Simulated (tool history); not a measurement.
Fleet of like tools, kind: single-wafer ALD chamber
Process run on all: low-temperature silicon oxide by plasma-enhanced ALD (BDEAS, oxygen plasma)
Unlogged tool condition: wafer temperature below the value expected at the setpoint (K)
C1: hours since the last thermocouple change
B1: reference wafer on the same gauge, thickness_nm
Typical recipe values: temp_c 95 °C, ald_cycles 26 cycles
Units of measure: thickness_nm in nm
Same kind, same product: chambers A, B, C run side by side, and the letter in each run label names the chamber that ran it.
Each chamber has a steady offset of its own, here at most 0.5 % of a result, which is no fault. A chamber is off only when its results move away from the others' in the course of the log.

Run 1C, day 0.304: usual settings; C1 175.0; B1 3.8894. Result: thickness_nm 3.8016 nm.
Run 2A, day 0.650: usual settings; C1 1435.9; B1 3.8897. Result: thickness_nm 3.7848 nm.
Run 3B, day 1.038: usual settings; C1 1052.7; B1 3.8911. Result: thickness_nm 3.7932 nm.
Run 4A, day 1.338: usual settings; C1 1452.4; B1 3.8894. Result: thickness_nm 3.7587 nm.
Run 5C, day 1.675: usual settings; C1 207.9; B1 3.8905. Result: thickness_nm 3.7847 nm.
Run 6B, day 2.083: usual settings; C1 1077.8; B1 3.8898. Result: thickness_nm 3.7791 nm.
Run 7C, day 2.471: usual settings; C1 227.0; B1 3.8914. Result: thickness_nm 3.7946 nm.
Run 8A, day 2.700: usual settings; C1 1485.1; B1 3.8905. Result: thickness_nm 3.7704 nm.
Run 9B, day 3.104: usual settings; C1 1102.3; B1 3.8897. Result: thickness_nm 3.7886 nm.
Run 10B, day 3.388: usual settings; C1 1109.1; B1 3.8899. Result: thickness_nm 3.7912 nm.
Run 11A, day 3.783: usual settings; C1 1511.1; B1 3.8922. Result: thickness_nm 3.7662 nm.
Run 12C, day 4.192: usual settings but temp_c 107 °C; C1 268.3; B1 3.8870. Result: thickness_nm 3.6705 nm.
Run 13C, day 4.433: usual settings but temp_c 107 °C; C1 274.1; B1 3.8904. Result: thickness_nm 3.6581 nm.
Run 14A, day 4.629: usual settings but temp_c 107 °C; C1 1531.4; B1 3.8891. Result: thickness_nm 3.6495 nm.
Run 15B, day 4.954: usual settings; C1 1146.7; B1 3.8888. Result: thickness_nm 3.8138 nm.
Run 16C, day 5.225: usual settings but ald_cycles 29 cycles; C1 293.1; B1 3.8909. Result: thickness_nm 4.2305 nm.
Run 17B, day 5.617: usual settings but ald_cycles 29 cycles; C1 1162.6; B1 3.8925. Result: thickness_nm 4.2424 nm.
Run 18A, day 5.958: usual settings but ald_cycles 29 cycles; C1 1563.3; B1 3.8917. Result: thickness_nm 4.2183 nm.
Run 19B, day 6.358: usual settings; C1 1180.4; B1 3.8915. Result: thickness_nm 3.8168 nm.
Run 20A, day 6.675: usual settings; C1 1580.5; B1 3.8884. Result: thickness_nm 3.7651 nm.
Run 21C, day 6.912: usual settings but temp_c 81 °C; C1 333.6; B1 3.8903. Result: thickness_nm 3.9762 nm.
Run 22B, day 7.246: usual settings but temp_c 81 °C; C1 1201.7; B1 3.8904. Result: thickness_nm 4.0135 nm.
Run 23C, day 7.600: usual settings but temp_c 81 °C; C1 350.1; B1 3.8888. Result: thickness_nm 3.9844 nm.
Run 24A, day 7.796: usual settings; C1 1607.4; B1 3.8910. Result: thickness_nm 3.7695 nm.
Run 25A, day 7.988: usual settings; C1 1612.0; B1 3.8897. Result: thickness_nm 3.7687 nm.
Run 26B, day 8.183: usual settings; C1 1224.2; B1 3.8900. Result: thickness_nm 3.8277 nm.
Run 27C, day 8.379: usual settings but ald_cycles 24 cycles; C1 368.8; B1 3.8906. Result: thickness_nm 3.5064 nm.
Run 28A, day 8.654: usual settings but ald_cycles 24 cycles; C1 1628.0; B1 3.8879. Result: thickness_nm 3.4728 nm.
Run 29B, day 8.896: usual settings but ald_cycles 24 cycles; C1 1241.3; B1 3.8897. Result: thickness_nm 3.5346 nm.
Run 30C, day 9.238: usual settings; C1 389.4; B1 3.8901. Result: thickness_nm 3.7994 nm.
Run 31C, day 9.412: usual settings but temp_c 84 °C, ald_cycles 23 cycles; C1 393.6; B1 3.8900. Result: thickness_nm 3.4797 nm.
Run 32B, day 9.800: usual settings but temp_c 84 °C, ald_cycles 23 cycles; C1 1263.0; B1 3.8892. Result: thickness_nm 3.5214 nm.
Run 33A, day 10.088: usual settings but temp_c 84 °C, ald_cycles 23 cycles; C1 1662.4; B1 3.8904. Result: thickness_nm 3.4595 nm.
Run 34C, day 10.467: usual settings; C1 418.9; B1 3.8899. Result: thickness_nm 3.7915 nm.
Run 35B, day 10.725: usual settings; C1 1285.2; B1 3.8910. Result: thickness_nm 3.8399 nm.
Run 36A, day 10.958: usual settings but temp_c 89 °C, ald_cycles 23 cycles; C1 1683.3; B1 3.8915. Result: thickness_nm 3.4055 nm.
Run 37A, day 11.271: usual settings but temp_c 89 °C, ald_cycles 23 cycles; C1 1690.8; B1 3.8911. Result: thickness_nm 3.4005 nm.
Run 38B, day 11.521: usual settings but temp_c 89 °C, ald_cycles 23 cycles; C1 1304.3; B1 3.8905. Result: thickness_nm 3.4691 nm.
Run 39C, day 11.733: usual settings; C1 449.3; B1 3.8898. Result: thickness_nm 3.7925 nm.
Run 40B, day 12.008: usual settings; C1 1316.0; B1 3.8893. Result: thickness_nm 3.8512 nm.
Run 41C, day 12.342: usual settings but temp_c 87 °C, ald_cycles 23 cycles; C1 463.9; B1 3.8912. Result: thickness_nm 3.4375 nm.

Decide between three cases: one chamber stands off from its peers, the gauge reading all wafers drifts, or nothing is wrong past each chamber's small offset. Where a chamber is off, say which and what most likely put it there.

Little by little, chamber B moves away from the other chambers.
Likeliest cause: wafer temperature below the value expected at the setpoint (K) = 5.26.

Here are 4 candidates for chamber B's next run, each the usual settings with a change, their results left as question marks. Which one brings its results back in line with what the others give on the usual settings?
In line here means within this much of the mean the other chambers give on the usual settings: thickness_nm 0.0300 nm
Run 42B-1, day 12.638: usual settings but temp_c 89 °C. Result: thickness_nm ?.
Run 42B-2, day 12.638: usual settings but temp_c 96 °C. Result: thickness_nm ?.
Run 42B-3, day 12.638: usual settings but temp_c 94 °C. Result: thickness_nm ?.
Run 42B-4, day 12.638: usual settings but temp_c 101 °C. Result: thickness_nm ?.

On the usual settings, the other chambers give on average: thickness_nm 3.7822 nm
  run  thickness_nm
42B-1        3.9340
42B-2        3.8412
42B-3        3.8677
42B-4        3.7750
Change 42B-4 lands the chamber within the allowed miss of the other chambers.
